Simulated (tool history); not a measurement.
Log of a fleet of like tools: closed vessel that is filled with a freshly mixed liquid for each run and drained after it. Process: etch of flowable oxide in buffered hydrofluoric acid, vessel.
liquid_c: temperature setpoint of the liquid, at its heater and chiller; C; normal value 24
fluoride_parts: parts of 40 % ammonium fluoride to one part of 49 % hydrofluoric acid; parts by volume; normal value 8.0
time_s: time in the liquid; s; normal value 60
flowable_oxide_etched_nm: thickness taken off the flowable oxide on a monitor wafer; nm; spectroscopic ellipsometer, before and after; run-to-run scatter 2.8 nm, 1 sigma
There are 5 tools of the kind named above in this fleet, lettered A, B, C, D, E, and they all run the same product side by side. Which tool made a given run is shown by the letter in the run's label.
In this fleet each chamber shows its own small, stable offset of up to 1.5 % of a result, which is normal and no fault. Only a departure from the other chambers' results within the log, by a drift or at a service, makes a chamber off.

run	hour	liquid_c	fluoride_parts	time_s	read-back film thickness of the flowable oxide reference wafer, read on the same gauge (nm)	flowable_oxide_etched_nm
1A	4.5	24	8.0	60	129.98	282.37
2D	8.3	24	8.0	60	129.98	280.03
3C	11.0	24	8.0	60	130.01	282.48
4E	13.5	24	8.0	60	130.00	282.30
# hour 16.5: chamber C: thermometer replaced
5B	17.0	24	8.0	60	130.02	285.55
6E	21.0	24	8.0	60	130.00	281.08
7D	25.9	21	6.5	60	130.00	296.96
# hour 27.8: chamber A: thermometer replaced
8C	28.6	21	6.5	60	130.00	296.48
9A	33.9	21	6.5	60	130.00	290.21
10B	36.4	21	6.5	60	130.01	297.06
11C	40.0	21	6.5	60	129.99	300.89
12B	44.3	24	8.0	60	129.98	284.37
13A	47.1	24	8.0	60	130.00	285.02
14E	49.7	24	8.0	60	129.99	290.42
15D	55.0	24	8.0	60	130.00	281.14
16A	59.1	24	8.0	60	129.99	274.90
17E	62.8	24	8.0	60	130.02	285.61
18D	65.2	24	8.0	60	130.01	283.66
19C	70.1	24	8.0	60	129.99	285.14
20B	73.4	24	9.0	70	129.97	288.34
21D	75.9	24	9.0	70	130.01	289.16
22A	80.2	24	9.0	70	129.99	286.85
23C	83.4	24	9.0	70	130.00	292.74
24E	88.7	24	9.0	70	130.00	292.11
# hour 91.0: chamber B: thermometer replaced
25B	92.9	24	6.5	60	130.01	345.33
26D	97.7	24	6.5	60	130.00	346.49
27B	101.2	24	6.5	60	129.97	350.70
28C	106.3	24	6.5	60	129.99	352.49
29A	111.2	24	6.5	60	130.02	349.08
30E	115.3	28	7.0	60	130.01	404.31
31C	119.0	28	7.0	60	130.01	413.42
32E	122.5	28	7.0	60	130.01	412.45
33D	125.3	28	7.0	60	130.02	400.86
34A	130.1	28	7.0	60	129.99	400.72
35B	133.5	24	8.0	60	130.00	286.02
36C	135.9	24	8.0	60	130.00	285.94
37A	140.3	24	8.0	85	130.00	395.05
38D	143.4	24	8.0	85	130.00	398.97
39E	146.0	24	8.0	85	130.00	403.86
40B	150.1	24	8.0	85	130.00	393.09

Is one chamber out of step, is the gauge drifting, or do the chambers differ by no more than their own small offsets? For an off chamber, give its letter and the likeliest cause.

No chamber is off and the gauge is stable; the differences are just each chamber's small, constant offset.

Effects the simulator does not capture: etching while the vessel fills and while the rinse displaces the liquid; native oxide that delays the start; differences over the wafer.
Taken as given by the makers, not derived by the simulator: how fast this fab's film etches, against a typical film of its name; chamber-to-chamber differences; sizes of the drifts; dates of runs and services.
